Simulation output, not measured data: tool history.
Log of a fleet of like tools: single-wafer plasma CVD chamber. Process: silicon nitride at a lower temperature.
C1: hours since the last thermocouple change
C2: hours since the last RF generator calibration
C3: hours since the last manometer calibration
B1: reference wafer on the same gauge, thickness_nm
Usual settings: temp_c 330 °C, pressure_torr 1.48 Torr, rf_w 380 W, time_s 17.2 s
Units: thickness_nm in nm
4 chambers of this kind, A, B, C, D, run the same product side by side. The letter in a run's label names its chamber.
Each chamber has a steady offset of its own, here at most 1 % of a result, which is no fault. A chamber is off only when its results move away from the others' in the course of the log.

run 1C hour=2.9 | temp_c=330 pressure_torr=1.48 rf_w=380 time_s=17.2 | C1=476.4 C2=1342.0 C3=1091.7 | B1=19.797 | thickness_nm=23.369
run 2D hour=7.8 | temp_c=330 pressure_torr=1.48 rf_w=380 time_s=17.2 | C1=1585.0 C2=56.7 C3=969.7 | B1=19.793 | thickness_nm=23.220
run 3A hour=12.5 | temp_c=330 pressure_torr=1.48 rf_w=380 time_s=17.2 | C1=1624.4 C2=1283.3 C3=232.3 | B1=19.793 | thickness_nm=23.205
run 4B hour=17.4 | temp_c=330 pressure_torr=1.48 rf_w=380 time_s=17.2 | C1=622.1 C2=1936.4 C3=589.1 | B1=19.784 | thickness_nm=23.179
run 5A hour=22.2 | temp_c=330 pressure_torr=1.48 rf_w=380 time_s=17.2 | C1=1634.1 C2=1293.0 C3=242.0 | B1=19.777 | thickness_nm=23.242
run 6B hour=27.2 | temp_c=324 pressure_torr=1.48 rf_w=380 time_s=17.2 | C1=631.9 C2=1946.2 C3=598.9 | B1=19.779 | thickness_nm=23.216
run 7D hour=31.9 | temp_c=324 pressure_torr=1.48 rf_w=380 time_s=17.2 | C1=1609.1 C2=80.8 C3=993.8 | B1=19.766 | thickness_nm=23.163
run 8C hour=34.2 | temp_c=324 pressure_torr=1.48 rf_w=380 time_s=17.2 | C1=507.7 C2=1373.3 C3=1123.0 | B1=19.768 | thickness_nm=23.311
run 9C hour=37.8 | temp_c=324 pressure_torr=1.48 rf_w=380 time_s=17.2 | C1=511.3 C2=1376.9 C3=1126.6 | B1=19.775 | thickness_nm=23.364
run 10A hour=40.6 | temp_c=330 pressure_torr=1.48 rf_w=380 time_s=17.2 | C1=1652.5 C2=1311.4 C3=260.4 | B1=19.752 | thickness_nm=23.218
run 11B hour=45.7 | temp_c=323 pressure_torr=1.48 rf_w=380 time_s=14.9 | C1=650.4 C2=1964.7 C3=617.4 | B1=19.753 | thickness_nm=20.104
run 12D hour=48.3 | temp_c=323 pressure_torr=1.48 rf_w=380 time_s=14.9 | C1=1625.5 C2=97.2 C3=1010.2 | B1=19.754 | thickness_nm=20.142
run 13D hour=51.2 | temp_c=323 pressure_torr=1.48 rf_w=380 time_s=14.9 | C1=1628.4 C2=100.1 C3=1013.1 | B1=19.742 | thickness_nm=20.147
run 14C hour=56.5 | temp_c=323 pressure_torr=1.48 rf_w=380 time_s=14.9 | C1=530.0 C2=1395.6 C3=1145.3 | B1=19.740 | thickness_nm=20.257
run 15A hour=61.3 | temp_c=330 pressure_torr=1.48 rf_w=380 time_s=17.2 | C1=1673.2 C2=1332.1 C3=281.1 | B1=19.742 | thickness_nm=23.260
run 16B hour=66.2 | temp_c=330 pressure_torr=1.48 rf_w=380 time_s=17.2 | C1=670.9 C2=1985.2 C3=637.9 | B1=19.735 | thickness_nm=23.054
run 17D hour=70.1 | temp_c=330 pressure_torr=1.48 rf_w=380 time_s=17.2 | C1=1647.3 C2=119.0 C3=1032.0 | B1=19.735 | thickness_nm=23.123
run 18A hour=74.0 | temp_c=330 pressure_torr=1.48 rf_w=380 time_s=17.2 | C1=1685.9 C2=1344.8 C3=293.8 | B1=19.720 | thickness_nm=23.158
run 19C hour=76.6 | temp_c=330 pressure_torr=1.48 rf_w=380 time_s=17.2 | C1=550.1 C2=1415.7 C3=1165.4 | B1=19.728 | thickness_nm=23.248
run 20B hour=79.0 | temp_c=330 pressure_torr=1.48 rf_w=380 time_s=17.2 | C1=683.7 C2=1998.0 C3=650.7 | B1=19.726 | thickness_nm=23.065
run 21C hour=82.0 | temp_c=330 pressure_torr=1.48 rf_w=380 time_s=17.2 | C1=555.5 C2=1421.1 C3=1170.8 | B1=19.716 | thickness_nm=23.343
run 22D hour=86.7 | temp_c=330 pressure_torr=1.48 rf_w=380 time_s=17.2 | C1=1663.9 C2=135.6 C3=1048.6 | B1=19.711 | thickness_nm=23.182
run 23B hour=89.1 | temp_c=330 pressure_torr=1.48 rf_w=380 time_s=17.2 | C1=693.8 C2=2008.1 C3=660.8 | B1=19.710 | thickness_nm=23.099
run 24A hour=92.5 | temp_c=330 pressure_torr=1.48 rf_w=380 time_s=17.2 | C1=1704.4 C2=1363.3 C3=312.3 | B1=19.700 | thickness_nm=23.149
run 25A hour=96.6 | temp_c=330 pressure_torr=1.48 rf_w=380 time_s=17.2 | C1=1708.5 C2=1367.4 C3=316.4 | B1=19.709 | thickness_nm=23.124
run 26C hour=101.7 | temp_c=330 pressure_torr=1.48 rf_w=380 time_s=17.2 | C1=575.2 C2=1440.8 C3=1190.5 | B1=19.705 | thickness_nm=23.257
run 27B hour=106.3 | temp_c=330 pressure_torr=1.48 rf_w=380 time_s=17.2 | C1=711.0 C2=2025.3 C3=678.0 | B1=19.689 | thickness_nm=23.061
run 28D hour=110.4 | temp_c=330 pressure_torr=1.48 rf_w=440 time_s=17.2 | C1=1687.6 C2=159.3 C3=1072.3 | B1=19.682 | thickness_nm=25.158
run 29A hour=114.4 | temp_c=330 pressure_torr=1.48 rf_w=440 time_s=17.2 | C1=1726.3 C2=1385.2 C3=334.2 | B1=19.696 | thickness_nm=25.256
run 30B hour=118.6 | temp_c=330 pressure_torr=1.48 rf_w=440 time_s=17.2 | C1=723.3 C2=2037.6 C3=690.3 | B1=19.683 | thickness_nm=25.151
run 31D hour=122.5 | temp_c=330 pressure_torr=1.48 rf_w=440 time_s=17.2 | C1=1699.7 C2=171.4 C3=1084.4 | B1=19.683 | thickness_nm=25.227
run 32C hour=125.4 | temp_c=330 pressure_torr=1.48 rf_w=380 time_s=17.2 | C1=598.9 C2=1464.5 C3=1214.2 | B1=19.675 | thickness_nm=23.248
run 33A hour=130.1 | temp_c=330 pressure_torr=1.48 rf_w=380 time_s=17.2 | C1=1742.0 C2=1400.9 C3=349.9 | B1=19.674 | thickness_nm=23.108
run 34C hour=134.0 | temp_c=330 pressure_torr=1.48 rf_w=380 time_s=17.2 | C1=607.5 C2=1473.1 C3=1222.8 | B1=19.661 | thickness_nm=23.231

Is one chamber off against the others, does the gauge drift, or is nothing wrong? If a chamber is off, say which, and what the likeliest cause is.

The gauge drifts, so all chambers seem to drift together. No chamber is off.
Cause: gauge reads low (%) = 0.69.
